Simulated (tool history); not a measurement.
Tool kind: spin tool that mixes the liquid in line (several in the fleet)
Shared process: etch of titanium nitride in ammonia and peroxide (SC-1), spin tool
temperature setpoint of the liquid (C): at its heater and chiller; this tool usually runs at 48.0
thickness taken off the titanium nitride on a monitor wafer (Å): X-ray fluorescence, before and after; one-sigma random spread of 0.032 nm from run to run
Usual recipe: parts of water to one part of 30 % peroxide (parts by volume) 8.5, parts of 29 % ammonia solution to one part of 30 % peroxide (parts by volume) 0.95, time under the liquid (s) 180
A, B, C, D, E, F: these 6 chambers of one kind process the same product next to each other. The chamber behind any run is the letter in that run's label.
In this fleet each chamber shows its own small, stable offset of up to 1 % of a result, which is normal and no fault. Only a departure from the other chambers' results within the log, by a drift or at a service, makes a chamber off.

run,hour,temperature setpoint of the liquid (C),parts of water to one part of 30 % peroxide (parts by volume),parts of 29 % ammonia solution to one part of 30 % peroxide (parts by volume),time under the liquid (s),"read-back film thickness of the titanium nitride reference wafer, read on the same gauge (nm)",thickness taken off the titanium nitride on a monitor wafer (Å)
1C,3.8,48.0,8.5,0.95,180,129.99,78.325
2F,8.2,48.0,8.5,0.95,180,130.03,77.926
3B,11.0,48.0,8.5,0.95,180,130.00,77.123
4D,14.0,48.0,8.5,0.95,180,130.00,77.911
5A,19.2,48.0,8.5,0.95,180,130.04,78.084
6E,23.2,48.0,8.5,0.70,180,130.03,73.909
7A,25.6,48.0,8.5,0.70,180,130.01,75.123
# hour 26.4: chamber D: new drum of ammonia solution connected
8B,30.8,48.0,8.5,0.70,180,130.01,73.076
9D,34.7,48.0,8.5,0.70,180,130.00,73.638
10F,37.4,48.0,8.5,0.70,180,130.00,73.927
11C,41.4,48.0,8.5,0.70,180,130.01,74.126
12E,46.5,48.0,8.5,0.95,180,129.99,77.721
13A,51.8,48.0,6.0,0.95,180,129.99,91.954
14F,54.7,48.0,6.0,0.95,180,129.94,92.607
15B,58.6,48.0,6.0,0.95,180,129.97,90.915
16D,61.7,48.0,6.0,0.95,180,130.00,89.562
# hour 63.2: chamber C: new drum of ammonia solution connected
17C,66.1,48.0,6.0,0.95,180,129.98,91.677
18E,70.7,48.0,6.0,0.95,180,129.98,90.941
19C,75.7,48.0,8.5,0.95,180,129.99,78.263
20D,78.3,48.0,8.5,0.95,180,129.97,75.457
# hour 82.6: chamber E: thermometer replaced
21E,83.8,48.0,8.5,0.95,180,130.03,77.191
22F,87.7,48.0,8.5,0.95,180,130.01,78.370
23B,92.4,51.5,7.5,0.95,180,130.00,104.640
24A,97.1,51.5,7.5,0.95,180,130.00,106.280
25A,101.5,51.5,7.5,0.95,180,130.00,105.630
26C,105.7,51.5,7.5,0.95,180,130.04,106.330
27E,109.5,51.5,7.5,0.95,180,129.99,105.350
28B,112.1,51.5,7.5,0.95,180,130.01,104.550
29F,116.7,48.0,8.5,0.95,180,130.03,77.505
30D,121.6,48.0,8.5,0.95,95,130.01,39.618
31F,126.4,48.0,8.5,0.95,95,129.96,41.276
32C,131.7,48.0,8.5,0.95,95,130.04,41.036
33B,136.1,48.0,8.5,0.95,95,130.01,40.552
34E,138.7,48.0,8.5,0.95,95,130.02,40.742
35A,143.2,48.0,8.5,0.95,95,130.00,41.245
36D,145.7,48.0,8.5,0.95,180,129.96,74.010
37B,150.2,48.0,8.5,0.95,180,130.02,76.782
38D,154.2,55.0,8.5,0.95,265,129.96,178.310
39E,159.3,55.0,8.5,0.95,265,129.99,183.960
40C,164.8,55.0,8.5,0.95,265,129.99,185.890
41F,169.9,55.0,8.5,0.95,265,130.01,187.200

Next, every chamber runs the same settings. What will each give?
42A,173.9,48.0,8.5,0.95,180,,?
42B,173.9,48.0,8.5,0.95,180,,?
42C,173.9,48.0,8.5,0.95,180,,?
42D,173.9,48.0,8.5,0.95,180,,?
42E,173.9,48.0,8.5,0.95,180,,?
42F,173.9,48.0,8.5,0.95,180,,?

run,thickness taken off the titanium nitride on a monitor wafer (Å)
42A,78.818
42B,77.249
42C,77.884
42D,73.861
42E,77.567
42F,77.729

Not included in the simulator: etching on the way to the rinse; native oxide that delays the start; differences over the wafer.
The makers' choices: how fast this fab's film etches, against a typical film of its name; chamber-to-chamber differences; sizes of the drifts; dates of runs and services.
